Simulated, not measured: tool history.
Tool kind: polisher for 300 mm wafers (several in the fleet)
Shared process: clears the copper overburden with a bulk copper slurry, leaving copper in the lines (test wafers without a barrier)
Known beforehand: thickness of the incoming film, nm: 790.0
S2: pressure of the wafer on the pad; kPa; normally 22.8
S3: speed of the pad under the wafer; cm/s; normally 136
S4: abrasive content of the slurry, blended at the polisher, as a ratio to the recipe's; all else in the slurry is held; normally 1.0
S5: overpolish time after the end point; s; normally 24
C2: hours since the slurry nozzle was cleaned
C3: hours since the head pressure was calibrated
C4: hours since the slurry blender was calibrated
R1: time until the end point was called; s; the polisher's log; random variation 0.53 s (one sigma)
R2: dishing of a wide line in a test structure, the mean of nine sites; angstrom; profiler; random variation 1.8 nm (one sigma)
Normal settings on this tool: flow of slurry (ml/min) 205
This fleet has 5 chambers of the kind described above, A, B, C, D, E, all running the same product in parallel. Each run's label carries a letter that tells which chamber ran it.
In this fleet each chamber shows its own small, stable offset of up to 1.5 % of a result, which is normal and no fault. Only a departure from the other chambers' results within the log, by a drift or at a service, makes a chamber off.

Run 1C, day 0.196: usual settings; wafers polished on this pad 386; C2 307.4; C3 323.1; C4 255.4. Result: R1 47.282 s, R2 960.42 angstrom.
Run 2D, day 0.429: usual settings; wafers polished on this pad 471; C2 259.0; C3 152.6; C4 160.6. Result: R1 47.851 s, R2 990.58 angstrom.
Run 3A, day 0.646: usual settings; wafers polished on this pad 866; C2 246.4; C3 53.6; C4 28.1. Result: R1 47.800 s, R2 991.92 angstrom.
Run 4E, day 0.829: usual settings; wafers polished on this pad 692; C2 528.1; C3 223.4; C4 160.0. Result: R1 47.428 s, R2 984.38 angstrom.
Run 5B, day 1.004: usual settings; wafers polished on this pad 285; C2 164.3; C3 331.6; C4 133.5. Result: R1 47.730 s, R2 971.82 angstrom.
Run 6A, day 1.179: usual settings; wafers polished on this pad 951; C2 259.2; C3 66.4; C4 40.9. Result: R1 47.111 s, R2 992.88 angstrom.
At day 1.317: chamber B: slurry blender recalibrated.
Run 7B, day 1.325: usual settings; wafers polished on this pad 336; C2 172.0; C3 339.3; C4 0.3. Result: R1 47.994 s, R2 1004.00 angstrom.
Run 8E, day 1.471: usual settings but S2 18.6 kPa, S3 168 cm/s; wafers polished on this pad 794; C2 543.5; C3 238.8; C4 175.4. Result: R1 47.188 s, R2 930.88 angstrom.
Run 9C, day 1.688: usual settings but S2 18.6 kPa, S3 168 cm/s; wafers polished on this pad 623; C2 343.2; C3 358.9; C4 291.2. Result: R1 46.565 s, R2 899.31 angstrom.
Run 10D, day 1.888: usual settings but S2 18.6 kPa, S3 168 cm/s; wafers polished on this pad 702; C2 294.0; C3 187.6; C4 195.6. Result: R1 47.044 s, R2 932.98 angstrom.
Run 11B, day 2.038: usual settings but S2 18.6 kPa, S3 168 cm/s; wafers polished on this pad 449; C2 189.1; C3 356.4; C4 17.4. Result: R1 46.950 s, R2 920.24 angstrom.
At day 2.075: chamber E: slurry blender recalibrated.
Run 12D, day 2.179: usual settings but S2 18.6 kPa, S3 168 cm/s; wafers polished on this pad 749; C2 301.0; C3 194.6; C4 202.6. Result: R1 47.606 s, R2 938.17 angstrom.
Run 13C, day 2.367: usual settings; wafers polished on this pad 731; C2 359.5; C3 375.2; C4 307.5. Result: R1 47.766 s, R2 1004.00 angstrom.
Run 14E, day 2.508: usual settings but S2 25.5 kPa, S4 1.2; wafers polished on this pad 959; C2 568.4; C3 263.7; C4 10.5. Result: R1 40.374 s, R2 1046.80 angstrom.
At day 2.512: chamber D: slurry nozzle cleaned.
Run 15A, day 2.746: usual settings but S2 25.5 kPa, S4 1.2; wafers polished on this pad 1200; C2 296.8; C3 104.0; C4 78.5. Result: R1 40.493 s, R2 1081.40 angstrom.
Run 16B, day 2.912: usual settings but S2 25.5 kPa, S4 1.2; wafers polished on this pad 588; C2 210.1; C3 377.4; C4 38.4. Result: R1 40.974 s, R2 1023.20 angstrom.
Run 17E, day 3.079: usual settings but S2 25.5 kPa, S4 1.2; wafers polished on this pad 1050; C2 582.1; C3 277.4; C4 24.2. Result: R1 39.929 s, R2 1042.10 angstrom.
At day 3.100: chamber B: head pressure recalibrated.
Run 18C, day 3.212: usual settings but S2 25.5 kPa, S4 1.2; wafers polished on this pad 866; C2 379.8; C3 395.5; C4 327.8. Result: R1 40.666 s, R2 1028.50 angstrom.
Run 19A, day 3.346: usual settings; wafers polished on this pad 1295; C2 311.2; C3 118.4; C4 92.9. Result: R1 46.430 s, R2 973.07 angstrom.
Run 20D, day 3.604: usual settings but flow of slurry (ml/min) 140; wafers polished on this pad 975; C2 26.2; C3 228.8; C4 236.8. Result: R1 50.169 s, R2 970.14 angstrom.
At day 3.608: chamber A: worn pad replaced by a new one.
At day 3.788: chamber C: worn pad replaced by a new one.
Run 21C, day 3.796: usual settings but flow of slurry (ml/min) 140; wafers polished on this pad 1; C2 393.8; C3 409.5; C4 341.8. Result: R1 49.956 s, R2 994.95 angstrom.
Run 22E, day 3.971: usual settings but flow of slurry (ml/min) 140; wafers polished on this pad 1192; C2 603.5; C3 298.8; C4 45.6. Result: R1 49.971 s, R2 984.04 angstrom.
At day 4.008: chamber E: worn pad replaced by a new one.
Run 23D, day 4.196: usual settings but flow of slurry (ml/min) 140; wafers polished on this pad 1069; C2 40.4; C3 243.0; C4 251.0. Result: R1 51.313 s, R2 952.26 angstrom.
Run 24B, day 4.417: usual settings but flow of slurry (ml/min) 140; wafers polished on this pad 828; C2 246.2; C3 31.7; C4 74.5. Result: R1 51.130 s, R2 995.78 angstrom.
Run 25A, day 4.638: usual settings but S4 1.2; wafers polished on this pad 163; C2 342.2; C3 149.4; C4 123.9. Result: R1 45.282 s, R2 989.22 angstrom.
Run 26B, day 4.896: usual settings but S4 1.2; wafers polished on this pad 904; C2 257.7; C3 43.2; C4 86.0. Result: R1 45.583 s, R2 1025.40 angstrom.
Run 27A, day 5.138: usual settings but S4 1.2; wafers polished on this pad 243; C2 354.2; C3 161.4; C4 135.9. Result: R1 45.410 s, R2 957.66 angstrom.
Run 28C, day 5.258: usual settings but S4 1.2; wafers polished on this pad 234; C2 428.9; C3 444.6; C4 376.9. Result: R1 45.078 s, R2 1016.10 angstrom.
Run 29E, day 5.438: usual settings but S4 1.2; wafers polished on this pad 227; C2 638.7; C3 334.0; C4 80.8. Result: R1 45.727 s, R2 988.47 angstrom.
Run 30D, day 5.708: usual settings; wafers polished on this pad 1310; C2 76.7; C3 279.3; C4 287.3. Result: R1 49.991 s, R2 991.31 angstrom.
At day 5.771: chamber D: slurry blender recalibrated.
Run 31E, day 5.833: usual settings; wafers polished on this pad 290; C2 648.2; C3 343.5; C4 90.3. Result: R1 46.647 s, R2 1024.20 angstrom.
Run 32A, day 5.988: usual settings; wafers polished on this pad 378; C2 374.6; C3 181.8; C4 156.3. Result: R1 47.375 s, R2 982.20 angstrom.
Run 33B, day 6.171: usual settings; wafers polished on this pad 1106; C2 288.3; C3 73.8; C4 116.6. Result: R1 46.966 s, R2 1010.20 angstrom.
Run 34C, day 6.371: usual settings; wafers polished on this pad 410; C2 455.6; C3 471.3; C4 403.6. Result: R1 46.731 s, R2 987.40 angstrom.
At day 6.546: chamber B: worn pad replaced by a new one.
At day 6.567: chamber B: slurry blender recalibrated.
Run 35D, day 6.638: usual settings; wafers polished on this pad 1457; C2 99.0; C3 301.6; C4 20.8. Result: R1 50.158 s, R2 980.76 angstrom.
At day 6.750: chamber A: slurry nozzle cleaned.
Run 36E, day 6.788: usual settings; wafers polished on this pad 442; C2 671.1; C3 366.4; C4 113.2. Result: R1 47.359 s, R2 991.01 angstrom.
Run 37D, day 6.967: usual settings; wafers polished on this pad 1510; C2 106.9; C3 309.5; C4 28.7. Result: R1 50.904 s, R2 985.42 angstrom.
Run 38B, day 7.117: usual settings; wafers polished on this pad 91; C2 311.0; C3 96.5; C4 13.2. Result: R1 47.746 s, R2 1002.70 angstrom.
Run 39C, day 7.296: usual settings; wafers polished on this pad 557; C2 477.8; C3 493.5; C4 425.8. Result: R1 47.739 s, R2 963.71 angstrom.
Run 40A, day 7.517: usual settings; wafers polished on this pad 621; C2 18.5; C3 218.5; C4 193.0. Result: R1 46.930 s, R2 965.02 angstrom.

Predict what each chamber gives when all 5 of them run the settings below next.
Run 41A, day 7.712: usual settings. Result: R1 ?, R2 ?.
Run 41B, day 7.712: usual settings. Result: R1 ?, R2 ?.
Run 41C, day 7.712: usual settings. Result: R1 ?, R2 ?.
Run 41D, day 7.712: usual settings. Result: R1 ?, R2 ?.
Run 41E, day 7.712: usual settings. Result: R1 ?, R2 ?.

run      R1       R2
41A  46.401  1024.20
41B  47.846   999.80
41C  47.724  1030.10
41D  50.322  1009.70
41E  46.491  1002.70
